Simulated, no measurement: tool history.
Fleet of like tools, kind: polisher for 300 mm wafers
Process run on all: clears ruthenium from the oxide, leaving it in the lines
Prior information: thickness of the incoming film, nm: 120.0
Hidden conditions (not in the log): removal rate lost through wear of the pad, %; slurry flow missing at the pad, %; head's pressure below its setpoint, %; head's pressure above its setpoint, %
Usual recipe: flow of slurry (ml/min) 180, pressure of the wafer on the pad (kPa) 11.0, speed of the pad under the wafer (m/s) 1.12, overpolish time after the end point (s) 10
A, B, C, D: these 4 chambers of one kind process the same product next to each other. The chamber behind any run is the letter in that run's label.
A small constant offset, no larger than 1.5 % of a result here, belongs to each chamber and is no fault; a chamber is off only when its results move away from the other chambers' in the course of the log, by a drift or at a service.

run     day  flow of slurry (ml/min)  pressure of the wafer on the pad (kPa)  speed of the pad under the wafer (m/s)  overpolish time after the end point (s)  wafers polished on this pad  hours since the slurry nozzle was cleaned  hours since the head pressure was calibrated  time until the end point was called (s)
 1C   0.625                      180                                    11.0                                    1.12                                       10                         1012                                      507.7                                         680.4                                   98.776
      0.771  -- chamber C: worn pad replaced by a new one
 2A   1.058                      180                                    11.0                                    1.12                                       10                         1139                                       71.6                                         585.9                                  100.940
 3D   1.467                      180                                    11.0                                    1.12                                       10                          411                                      679.8                                         244.8                                   99.884
 4B   1.825                      180                                    11.0                                    1.12                                       10                         1110                                      216.2                                         877.9                                   98.341
 5A   2.492                      180                                    11.0                                    0.96                                       10                         1335                                      106.0                                         620.3                                  117.250
      2.554  -- chamber B: worn pad replaced by a new one
      2.746  -- chamber D: worn pad replaced by a new one
      2.829  -- chamber C: slurry nozzle cleaned
      2.950  -- chamber A: worn pad replaced by a new one
 6B   3.100                      180                                    11.0                                    0.96                                       10                           75                                      246.8                                         908.5                                  116.540
 7C   3.525                      180                                    11.0                                    0.96                                       10                          377                                       16.8                                         750.0                                  118.410
 8D   3.979                      180                                    11.0                                    0.96                                       10                          168                                      740.1                                         305.1                                  118.790
 9A   4.450                      180                                    11.0                                    1.12                                       10                          205                                      153.0                                         667.3                                  100.920
10B   5.067                      135                                     8.3                                    1.12                                       10                          344                                      294.0                                         955.7                                  140.700
11C   5.442                      135                                     8.3                                    1.12                                       10                          639                                       62.8                                         796.0                                  140.600
12D   5.812                      135                                     8.3                                    1.12                                       10                          419                                      784.1                                         349.1                                  139.950
      6.092  -- chamber D: head pressure recalibrated
13B   6.246                      135                                     8.3                                    1.12                                       10                          505                                      322.3                                         984.0                                  141.170
      6.508  -- chamber D: slurry nozzle cleaned
14A   6.550                      180                                    11.0                                    1.12                                       10                          492                                      203.4                                         717.7                                  101.010
      6.862  -- chamber D: worn pad replaced by a new one
15D   6.929                      180                                    11.0                                    1.12                                       10                            9                                       10.1                                          20.1                                   99.867
16C   7.292                      180                                    11.0                                    1.12                                       10                          892                                      107.2                                         840.4                                  101.490
      7.421  -- chamber C: worn pad replaced by a new one
17A   7.817                      180                                    11.0                                    1.12                                       10                          666                                      233.8                                         748.1                                   98.818
18B   8.258                      180                                    11.0                                    1.26                                       10                          781                                      370.6                                        1032.3                                   88.763
19D   8.850                      180                                    11.0                                    1.26                                       10                          272                                       56.2                                          66.2                                   90.485
      9.088  -- chamber A: head pressure recalibrated
20C   9.446                      180                                    11.0                                    1.26                                       10                          277                                      158.9                                         892.1                                   89.975
21B   9.933                      180                                    11.0                                    1.26                                       10                         1010                                      410.8                                        1072.5                                   89.356
22A  10.425                      180                                    11.0                                    1.12                                       10                         1023                                      296.4                                          32.1                                  100.270
     10.975  -- chamber D: worn pad replaced by a new one
23D  11.033                      180                                    11.0                                    1.12                                       10                            8                                      108.6                                         118.6                                  100.160
24C  11.542                      180                                    11.0                                    1.12                                       10                          564                                      209.2                                         942.4                                  101.590
     11.812  -- chamber B: worn pad replaced by a new one
25A  11.888                      180                                    11.0                                    1.12                                       10                         1223                                      331.5                                          67.2                                  100.100
     11.900  -- chamber A: worn pad replaced by a new one
26B  12.496                      180                                    11.0                                    1.12                                       10                           94                                      472.3                                        1134.0                                   98.780
27C  12.967                      180                                    11.0                                    1.12                                       10                          759                                      243.4                                         976.6                                  101.510
28D  13.442                      180                                    11.0                                    1.12                                       10                          337                                      166.4                                         176.4                                  101.300
     13.650  -- chamber C: worn pad replaced by a new one
29D  14.021                      180                                    11.0                                    1.12                                       10                          417                                      180.3                                         190.3                                   99.067
30C  14.483                      180                                    11.0                                    1.12                                       10                          114                                      279.8                                        1013.0                                  102.230
31B  14.975                      180                                    11.0                                    1.12                                       14                          433                                      531.8                                        1193.5                                  100.680
32A  15.608                      180                                    11.0                                    1.12                                       14                          507                                      420.8                                         156.5                                  100.300

Has any chamber moved away from the others, gradually or after a service, or does the common gauge drift, or do the chambers differ only by their own small steady offsets? State the chamber and the most likely cause if one applies.

Beyond each chamber's small constant offset nothing stands out, and the gauge stays steady.
